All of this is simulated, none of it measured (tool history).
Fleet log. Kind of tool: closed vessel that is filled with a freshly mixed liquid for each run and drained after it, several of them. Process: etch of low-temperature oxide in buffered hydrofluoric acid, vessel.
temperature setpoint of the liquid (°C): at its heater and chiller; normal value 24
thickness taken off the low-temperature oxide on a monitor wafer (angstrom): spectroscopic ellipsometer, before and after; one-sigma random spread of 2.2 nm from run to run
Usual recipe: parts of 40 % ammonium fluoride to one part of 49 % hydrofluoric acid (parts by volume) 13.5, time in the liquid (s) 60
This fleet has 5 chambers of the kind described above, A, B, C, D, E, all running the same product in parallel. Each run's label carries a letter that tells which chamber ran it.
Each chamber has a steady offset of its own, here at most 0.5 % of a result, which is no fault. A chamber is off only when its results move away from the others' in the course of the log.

| run | hour | temperature setpoint of the liquid (°C) | parts of 40 % ammonium fluoride to one part of 49 % hydrofluoric acid (parts by volume) | time in the liquid (s) | read-back film thickness of the low-temperature oxide reference wafer, read on the same gauge (nm) | thickness taken off the low-temperature oxide on a monitor wafer (angstrom) |
|---|---|---|---|---|---|---|
| 1C | 12.8 | 24 | 13.5 | 60 | 89.987 | 2654.2 |
| 2D | 22.7 | 24 | 13.5 | 60 | 90 | 2634.1 |
| 3A | 31.2 | 24 | 13.5 | 60 | 89.996 | 2628.6 |
| 4B | 40.5 | 24 | 13.5 | 60 | 90.042 | 2676.2 |
| 5E | 49.7 | 21.5 | 17.5 | 60 | 89.999 | 1768 |
| 6B | 58.1 | 21.5 | 17.5 | 60 | 89.995 | 1786.1 |
| 7A | 66.3 | 21.5 | 17.5 | 60 | 89.984 | 1804.3 |
|  | 66.5 | chamber A: hydrofluoric acid flow meter replaced |
| 8E | 73.1 | 21.5 | 17.5 | 60 | 89.987 | 1773.6 |
| 9C | 79.7 | 21.5 | 17.5 | 60 | 89.98 | 1813 |
| 10D | 89.2 | 24 | 8.5 | 60 | 90.017 | 3997.8 |
| 11C | 103.4 | 24 | 8.5 | 60 | 90.022 | 3965.9 |
| 12B | 113.7 | 24 | 8.5 | 60 | 90.018 | 4064.1 |
| 13A | 122.3 | 24 | 8.5 | 60 | 90.008 | 4019.2 |
| 14D | 131.6 | 24 | 8.5 | 60 | 89.996 | 3978.8 |
|  | 143.6 | chamber A: thermometer replaced |
| 15E | 146.7 | 24 | 13.5 | 60 | 89.993 | 2695.2 |
| 16E | 153.4 | 24 | 13.5 | 60 | 90.015 | 2713.2 |
| 17C | 162.7 | 24 | 13.5 | 60 | 89.995 | 2660.9 |
| 18A | 171.6 | 24 | 13.5 | 60 | 89.99 | 2607.3 |
| 19B | 186.3 | 28 | 13.5 | 60 | 90 | 3331.3 |
| 20D | 199.4 | 28 | 13.5 | 60 | 89.998 | 3299.2 |
| 21D | 213 | 28 | 13.5 | 60 | 90 | 3224.7 |
| 22B | 224.2 | 28 | 13.5 | 60 | 90.016 | 3272.9 |
| 23E | 233.9 | 28 | 13.5 | 60 | 90.031 | 3391 |
|  | 246.1 | chamber D: hydrofluoric acid flow meter replaced |
| 24C | 246.7 | 24 | 13.5 | 60 | 90.002 | 2661.5 |
| 25A | 255.6 | 24 | 13.5 | 60 | 90.01 | 2615.9 |
| 26D | 266.1 | 24 | 13.5 | 60 | 90.009 | 2618.6 |
| 27C | 278.1 | 26.5 | 13.5 | 45 | 90.008 | 2293.4 |
| 28E | 288.3 | 26.5 | 13.5 | 45 | 90.005 | 2409.6 |
| 29B | 297.3 | 26.5 | 13.5 | 45 | 89.992 | 2263.6 |
| 30A | 306.9 | 26.5 | 13.5 | 45 | 90.027 | 2287.1 |
| 31B | 314.6 | 26.5 | 13.5 | 45 | 89.991 | 2244.8 |
| 32A | 324.5 | 24 | 13.5 | 60 | 90.014 | 2662.8 |
| 33E | 334.9 | 24 | 13.5 | 60 | 90.001 | 2831.7 |

The same settings go to every chamber for the next run, one line per chamber below. Forecast the results for each:
| 34A | 345.7 | 24 | 13.5 | 60 |  | ? |
| 34B | 345.7 | 24 | 13.5 | 60 |  | ? |
| 34C | 345.7 | 24 | 13.5 | 60 |  | ? |
| 34D | 345.7 | 24 | 13.5 | 60 |  | ? |
| 34E | 345.7 | 24 | 13.5 | 60 |  | ? |

| run | thickness taken off the low-temperature oxide on a monitor wafer (angstrom) |
|---|---|
| 34A | 2644.4 |
| 34B | 2612.2 |
| 34C | 2632.2 |
| 34D | 2621.1 |
| 34E | 2859.1 |

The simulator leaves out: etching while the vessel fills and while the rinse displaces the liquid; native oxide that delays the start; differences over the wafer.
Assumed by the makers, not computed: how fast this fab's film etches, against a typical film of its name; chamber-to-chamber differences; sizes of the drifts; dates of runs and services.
